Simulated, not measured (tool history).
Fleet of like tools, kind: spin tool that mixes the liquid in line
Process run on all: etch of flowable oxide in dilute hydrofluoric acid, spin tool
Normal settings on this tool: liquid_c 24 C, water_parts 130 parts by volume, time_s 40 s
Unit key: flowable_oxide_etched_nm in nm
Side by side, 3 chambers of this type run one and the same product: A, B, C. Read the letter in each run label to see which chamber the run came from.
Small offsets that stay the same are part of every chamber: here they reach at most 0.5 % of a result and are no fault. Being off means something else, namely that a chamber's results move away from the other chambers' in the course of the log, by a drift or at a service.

run	hour	liquid_c	water_parts	time_s	read-back film thickness of the flowable oxide reference wafer, read on the same gauge (nm)	flowable_oxide_etched_nm
1C	9.8	24	130	40	79.991	14.671
2A	14.9	24	130	40	79.991	14.961
3B	21.7	24	130	40	80.005	14.816
4C	26.4	24	130	40	80	14.928
5A	36.3	24	130	40	79.989	14.971
6B	41.7	24	130	40	80.026	14.94
# hour 47.7: chamber C: thermometer replaced
7B	50.3	24	130	40	79.994	14.887
8C	59.2	24	130	40	79.997	14.781
9A	63.9	24	130	40	80.007	15.068
10B	73.6	24	130	40	80	15.095
11A	81.3	24	130	40	80.038	14.841
12C	89.3	24	130	40	79.987	14.797
13A	94.8	24	130	40	80.012	14.881
14B	101.9	24	130	40	80.002	14.887
# hour 107.2: chamber A: thermometer replaced
15C	111.3	24	90	40	79.961	22.462
16B	121.3	24	90	40	79.989	22.867
17A	126.4	24	90	40	80.014	22.476
18C	134.1	24	130	40	79.977	14.861
19B	144.7	24	130	40	79.992	14.963
20C	149.3	24	130	40	79.979	14.881
21A	159.9	24	130	40	79.988	14.958
22B	169.8	24	80	40	80.022	25.892

All 3 chambers run these settings next. Forecast each chamber's results:
23A	177.4	24	130	40		?
23B	177.4	24	130	40		?
23C	177.4	24	130	40		?

run	flowable_oxide_etched_nm
23A	14.895
23B	15.018
23C	14.65

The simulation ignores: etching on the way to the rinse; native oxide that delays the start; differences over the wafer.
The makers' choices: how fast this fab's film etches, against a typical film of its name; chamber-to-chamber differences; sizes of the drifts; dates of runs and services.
